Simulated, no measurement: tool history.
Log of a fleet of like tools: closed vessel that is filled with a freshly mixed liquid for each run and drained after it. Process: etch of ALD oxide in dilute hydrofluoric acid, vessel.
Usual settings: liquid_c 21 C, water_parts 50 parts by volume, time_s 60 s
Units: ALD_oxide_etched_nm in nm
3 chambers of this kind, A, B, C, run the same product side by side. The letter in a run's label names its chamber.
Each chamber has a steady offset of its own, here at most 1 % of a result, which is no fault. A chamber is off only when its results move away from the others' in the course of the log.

run,hour,liquid_c,water_parts,time_s,"read-back film thickness of the ALD oxide reference wafer, read on the same gauge (nm)",ALD_oxide_etched_nm
# hour 2: chamber C: thermometer replaced
1C,8.7,21,50,60,120,18.11
2A,15.9,21,50,60,119.99,18.365
3B,25.9,21,50,60,119.97,18.269
4B,37.2,21,50,60,120,18.435
5C,45.1,23.5,50,60,120.02,20.104
6A,55.7,23.5,50,60,120.03,20.198
7C,71.1,23.5,50,60,120,20.139
8B,80.2,21,50,60,119.97,18.183
9A,92,21,50,60,120.02,18.615
10C,99,21,70,75,119.97,15.959
11A,112.5,21,70,75,119.97,15.933
12B,121.4,21,70,75,119.98,15.813
13B,133.1,21,50,60,119.98,17.932
14C,144.8,21,70,45,119.95,9.3946
15A,154.7,21,70,45,119.97,9.6518
16A,167.2,21,70,45,120.02,9.5174
17B,182.8,21,50,60,120.02,17.68
18C,198,21,50,60,120.05,17.92
19C,213,25.5,50,60,119.96,21.878
20B,223.4,25.5,50,60,120.06,21.292
21A,233,25.5,50,60,119.95,22.353
# hour 240.6: chamber B: thermometer replaced
22C,241,21,50,60,119.97,18.088
23A,252,24.5,50,60,120.03,21.038
24B,265.7,24.5,50,60,120.02,20.143
25A,273.3,24.5,50,60,120.01,21.218
26B,283,21,50,60,119.96,17.465
27C,293.1,21,50,60,120,18.081
28B,306.9,21,50,60,119.97,17.306
29C,314.6,17.5,50,80,119.96,20.564
30A,328.4,17.5,50,80,119.99,21.029
31A,341.5,17.5,50,80,120.02,21.003
# hour 342: chamber A: hydrofluoric acid flow meter replaced
32B,353.7,21,50,60,120.01,16.913
33C,362.4,21,50,60,119.99,17.953
34A,372.3,21,50,60,120.03,18.278
35B,386.9,21,50,60,119.97,17.063
36C,395.2,18.5,50,60,120.04,16.425
37C,409,18.5,50,60,120.02,16.48
38A,415.9,18.5,50,60,120.04,16.531
39B,425,21,50,60,120.01,17.01
# hour 436: chamber A: thermometer replaced
40A,437,21,30,60,119.98,31.239

What goes on in this fleet: one chamber off, a drifting gauge, or nothing beyond the chambers' own small offsets? Name the chamber and the cause, if any.

Chamber B drifts away from the others.
Cause: hydrofluoric acid flow below the setpoint (%) = 7.16.

Here are 4 candidates for chamber B's next run, each the usual settings with a change, their results left as question marks. Which one brings its results back in line with what the others give on the usual settings?
In line means no further than this from the other chambers' mean on the usual settings: ALD_oxide_etched_nm 0.5 nm
41B-1,448.2,21,50,65,,?
41B-2,448.2,21,50,55,,?
41B-3,448.2,20.5,50,60,,?
41B-4,448.2,21.5,50,60,,?

The other chambers' mean on the usual settings: ALD_oxide_etched_nm 18.196 nm
run,ALD_oxide_etched_nm
41B-1,18.219
41B-2,15.416
41B-3,16.467
41B-4,17.181
41B-1 brings the chamber back in line.
